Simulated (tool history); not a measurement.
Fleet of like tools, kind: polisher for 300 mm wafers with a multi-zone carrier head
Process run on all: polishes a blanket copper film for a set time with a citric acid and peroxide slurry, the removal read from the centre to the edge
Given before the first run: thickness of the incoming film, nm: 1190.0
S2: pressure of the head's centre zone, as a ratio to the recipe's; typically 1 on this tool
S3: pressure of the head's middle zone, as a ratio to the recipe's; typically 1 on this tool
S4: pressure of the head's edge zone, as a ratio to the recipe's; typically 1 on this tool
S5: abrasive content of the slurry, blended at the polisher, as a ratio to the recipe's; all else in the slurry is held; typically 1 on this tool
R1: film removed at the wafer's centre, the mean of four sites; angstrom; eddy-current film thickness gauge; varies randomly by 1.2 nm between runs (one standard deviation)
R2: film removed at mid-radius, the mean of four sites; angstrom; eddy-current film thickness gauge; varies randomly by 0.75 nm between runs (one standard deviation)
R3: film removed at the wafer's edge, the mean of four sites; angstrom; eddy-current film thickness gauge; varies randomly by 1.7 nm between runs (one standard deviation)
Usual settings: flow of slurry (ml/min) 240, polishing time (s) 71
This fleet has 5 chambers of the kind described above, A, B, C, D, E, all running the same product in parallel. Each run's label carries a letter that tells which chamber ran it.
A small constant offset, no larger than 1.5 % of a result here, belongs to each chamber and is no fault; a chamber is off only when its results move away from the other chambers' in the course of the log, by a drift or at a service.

Run 1C, hour 6.3: usual settings. Result: R1 1220.1 angstrom, R2 1242.9 angstrom, R3 1247.2 angstrom.
Run 2A, hour 10.6: usual settings. Result: R1 1225.4 angstrom, R2 1252.1 angstrom, R3 1246.4 angstrom.
Run 3B, hour 15.5: usual settings. Result: R1 1257.8 angstrom, R2 1237.3 angstrom, R3 1268.8 angstrom.
Run 4E, hour 22.7: usual settings. Result: R1 1255.8 angstrom, R2 1249.1 angstrom, R3 1240.7 angstrom.
Run 5D, hour 30.3: usual settings. Result: R1 1214.3 angstrom, R2 1227.3 angstrom, R3 1267.9 angstrom.
At hour 35.7: chamber A: slurry nozzle cleaned.
Run 6C, hour 37.7: usual settings. Result: R1 1220 angstrom, R2 1252.7 angstrom, R3 1214.2 angstrom.
Run 7D, hour 43.4: usual settings. Result: R1 1207.2 angstrom, R2 1228.4 angstrom, R3 1262.6 angstrom.
Run 8A, hour 48: usual settings. Result: R1 1242.1 angstrom, R2 1253.7 angstrom, R3 1261.8 angstrom.
At hour 50.3: chamber D: slurry nozzle cleaned.
Run 9E, hour 53: usual settings. Result: R1 1236 angstrom, R2 1255.8 angstrom, R3 1265.1 angstrom.
Run 10B, hour 59.4: usual settings but S3 0.89, S4 0.94. Result: R1 1238.2 angstrom, R2 1107.8 angstrom, R3 1212.8 angstrom.
Run 11E, hour 66.4: usual settings but S3 0.89, S4 0.94. Result: R1 1254 angstrom, R2 1122.7 angstrom, R3 1214.1 angstrom.
At hour 67.2: chamber B: worn pad replaced by a new one.
Run 12C, hour 71.7: usual settings but S3 0.89, S4 0.94. Result: R1 1207.6 angstrom, R2 1121.8 angstrom, R3 1202.4 angstrom.
At hour 73.3: chamber A: worn pad replaced by a new one.
Run 13B, hour 77.8: usual settings but S3 0.89, S4 0.94. Result: R1 1256.5 angstrom, R2 1117.5 angstrom, R3 1224.1 angstrom.
Run 14A, hour 84: usual settings but S3 0.89, S4 0.94. Result: R1 1243.6 angstrom, R2 1133.6 angstrom, R3 1219.9 angstrom.
At hour 88.1: chamber C: slurry nozzle cleaned.
Run 15D, hour 90.4: usual settings. Result: R1 1184.9 angstrom, R2 1190.3 angstrom, R3 1175.3 angstrom.
Run 16B, hour 95.2: usual settings. Result: R1 1267 angstrom, R2 1244.9 angstrom, R3 1236 angstrom.
Run 17E, hour 101.6: usual settings. Result: R1 1238.5 angstrom, R2 1255.1 angstrom, R3 1254.7 angstrom.
Run 18D, hour 106.7: usual settings. Result: R1 1155.2 angstrom, R2 1195.2 angstrom, R3 1178.2 angstrom.
At hour 109: chamber D: centre zone pressure recalibrated.
Run 19A, hour 111: usual settings. Result: R1 1236.7 angstrom, R2 1260.8 angstrom, R3 1242.2 angstrom.
Run 20C, hour 119.1: usual settings. Result: R1 1218 angstrom, R2 1243.6 angstrom, R3 1238.1 angstrom.
Run 21A, hour 125.5: usual settings. Result: R1 1240.3 angstrom, R2 1253.5 angstrom, R3 1242.3 angstrom.
At hour 130.1: chamber B: slurry nozzle cleaned.
Run 22C, hour 130.1: usual settings. Result: R1 1203.2 angstrom, R2 1237.2 angstrom, R3 1254.7 angstrom.
Run 23D, hour 135.9: usual settings. Result: R1 1154.8 angstrom, R2 1164.6 angstrom, R3 1139.2 angstrom.
Run 24E, hour 139.7: usual settings but S2 1.05, S4 1.1. Result: R1 1317.4 angstrom, R2 1242.5 angstrom, R3 1296.8 angstrom.
At hour 143.3: chamber E: worn pad replaced by a new one.
Run 25B, hour 145.1: usual settings but S2 1.05, S4 1.1. Result: R1 1325 angstrom, R2 1221.7 angstrom, R3 1303.9 angstrom.
Run 26D, hour 148.7: usual settings but S2 1.05, S4 1.1. Result: R1 1187.9 angstrom, R2 1163.2 angstrom, R3 1199.8 angstrom.
Run 27C, hour 153.2: usual settings but S2 1.05, S4 1.1. Result: R1 1274.5 angstrom, R2 1228.5 angstrom, R3 1273.9 angstrom.
Run 28B, hour 157.8: usual settings but S2 1.05, S4 1.1. Result: R1 1296.7 angstrom, R2 1237.1 angstrom, R3 1343.8 angstrom.
At hour 161.4: chamber B: worn pad replaced by a new one.
Run 29A, hour 161.9: usual settings. Result: R1 1242.8 angstrom, R2 1268.4 angstrom, R3 1237.3 angstrom.
Run 30E, hour 165.8: usual settings. Result: R1 1255.4 angstrom, R2 1248.1 angstrom, R3 1237.5 angstrom.
At hour 167.3: chamber C: worn pad replaced by a new one.
Run 31B, hour 171.2: usual settings. Result: R1 1255.4 angstrom, R2 1253.1 angstrom, R3 1239.8 angstrom.
Run 32C, hour 175.4: usual settings but S2 0.96, polishing time (s) 50. Result: R1 820.6 angstrom, R2 883.49 angstrom, R3 866.31 angstrom.
Run 33A, hour 183.4: usual settings but S2 0.96, polishing time (s) 50. Result: R1 839.19 angstrom, R2 892.55 angstrom, R3 879.01 angstrom.

All chambers now run identical settings, listed one chamber a line with results as question marks. What results will each chamber show?
Run 34A, hour 189.2: usual settings. Result: R1 ?, R2 ?, R3 ?.
Run 34B, hour 189.2: usual settings. Result: R1 ?, R2 ?, R3 ?.
Run 34C, hour 189.2: usual settings. Result: R1 ?, R2 ?, R3 ?.
Run 34D, hour 189.2: usual settings. Result: R1 ?, R2 ?, R3 ?.
Run 34E, hour 189.2: usual settings. Result: R1 ?, R2 ?, R3 ?.

run      R1      R2      R3
34A  1263.9  1266.9  1217.5
34B  1263.9  1240.5  1257.9
34C    1227  1251.3  1255.1
34D  1118.9  1129.7  1146.2
34E    1263  1235.7  1250.9
